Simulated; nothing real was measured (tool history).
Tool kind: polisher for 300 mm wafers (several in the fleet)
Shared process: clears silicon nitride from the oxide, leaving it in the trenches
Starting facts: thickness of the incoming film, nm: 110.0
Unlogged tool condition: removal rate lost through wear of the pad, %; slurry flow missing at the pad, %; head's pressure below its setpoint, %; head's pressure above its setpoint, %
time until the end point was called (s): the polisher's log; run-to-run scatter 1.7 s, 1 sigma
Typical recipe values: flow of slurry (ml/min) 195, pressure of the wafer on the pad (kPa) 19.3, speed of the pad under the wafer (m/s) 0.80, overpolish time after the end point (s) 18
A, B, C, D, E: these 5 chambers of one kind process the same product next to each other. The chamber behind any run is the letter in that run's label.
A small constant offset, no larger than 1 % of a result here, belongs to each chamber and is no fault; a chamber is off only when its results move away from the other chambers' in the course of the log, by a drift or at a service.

run,day,flow of slurry (ml/min),pressure of the wafer on the pad (kPa),speed of the pad under the wafer (m/s),overpolish time after the end point (s),wafers polished on this pad,hours since the slurry nozzle was cleaned,hours since the head pressure was calibrated,time until the end point was called (s)
1A,0.479,195,19.3,0.80,18,93,259.1,318.3,129.030
2E,0.821,195,19.3,0.80,18,1240,33.4,593.1,133.220
3C,1.121,195,19.3,0.80,18,510,545.1,920.1,130.440
4B,1.567,195,19.3,0.80,18,567,184.7,273.1,132.740
# day 1.746: chamber E: worn pad replaced by a new one
5D,1.829,195,19.3,0.80,18,636,56.2,784.0,129.580
# day 2.179: chamber D: worn pad replaced by a new one
6D,2.262,195,19.3,0.80,18,10,66.6,794.4,135.850
7C,2.496,195,19.3,0.80,18,685,578.1,953.1,128.640
# day 2.579: chamber D: head pressure recalibrated
# day 2.858: chamber B: worn pad replaced by a new one
8A,2.946,195,19.3,1.04,10,407,318.3,377.5,99.424
# day 3.342: chamber C: slurry nozzle cleaned
9B,3.404,195,19.3,1.04,10,69,228.8,317.2,102.330
10E,3.762,195,19.3,1.04,10,256,104.0,663.7,101.470
11A,4.192,195,19.3,1.04,10,565,348.2,407.4,102.790
# day 4.375: chamber C: worn pad replaced by a new one
12B,4.442,195,19.3,1.04,10,201,253.7,342.1,97.147
13E,4.696,195,19.3,0.80,18,375,126.4,686.1,132.010
# day 4.808: chamber B: head pressure recalibrated
# day 4.875: chamber A: head pressure recalibrated
14D,5.033,195,12.4,0.80,18,363,133.1,59.0,208.010
15C,5.404,195,12.4,0.80,18,131,49.6,1022.9,206.410
16C,5.767,195,12.4,0.80,18,177,58.3,1031.6,205.470
17D,6.121,195,12.4,0.80,18,501,159.2,85.1,209.890
18B,6.512,195,12.4,0.80,18,464,303.4,41.0,205.150
19E,6.729,195,19.3,0.80,18,634,175.2,734.9,134.570
20A,7.096,195,19.3,0.80,18,935,417.9,53.4,143.450
21C,7.400,195,19.3,0.80,18,385,97.5,1070.8,133.130
# day 7.433: chamber D: worn pad replaced by a new one
# day 7.575: chamber A: worn pad replaced by a new one
22E,7.671,195,19.3,0.80,18,754,197.8,757.5,134.600
23A,8.033,195,19.3,0.80,18,58,440.4,75.9,144.310
# day 8.250: chamber B: worn pad replaced by a new one
24D,8.262,195,19.3,0.80,18,105,210.6,136.5,132.700
25B,8.554,195,19.3,0.80,18,39,352.4,90.0,130.660
26A,8.854,195,19.3,0.62,7,162,460.1,95.6,183.960
27D,9.271,195,19.3,0.62,7,234,234.8,160.7,173.120
28C,9.550,195,19.3,0.62,7,658,149.1,1122.4,166.080
29B,9.800,195,19.3,0.62,7,197,382.3,119.9,173.210
30E,10.125,195,19.3,0.62,7,1066,256.7,816.4,173.610
# day 10.296: chamber E: slurry nozzle cleaned
31E,10.425,195,19.3,0.80,18,1104,3.1,823.6,128.810
32C,10.658,220,19.3,0.80,18,799,175.7,1149.0,127.810
33D,10.933,220,19.3,0.80,18,445,274.7,200.6,132.080
34B,11.275,220,19.3,0.80,18,385,417.7,155.3,128.810

Next, every chamber runs the same settings. What will each give?
35A,11.621,195,19.3,0.80,18,,,,?
35B,11.621,195,19.3,0.80,18,,,,?
35C,11.621,195,19.3,0.80,18,,,,?
35D,11.621,195,19.3,0.80,18,,,,?
35E,11.621,195,19.3,0.80,18,,,,?

run,time until the end point was called (s)
35A,148.090
35B,128.540
35C,131.390
35D,132.920
35E,130.110
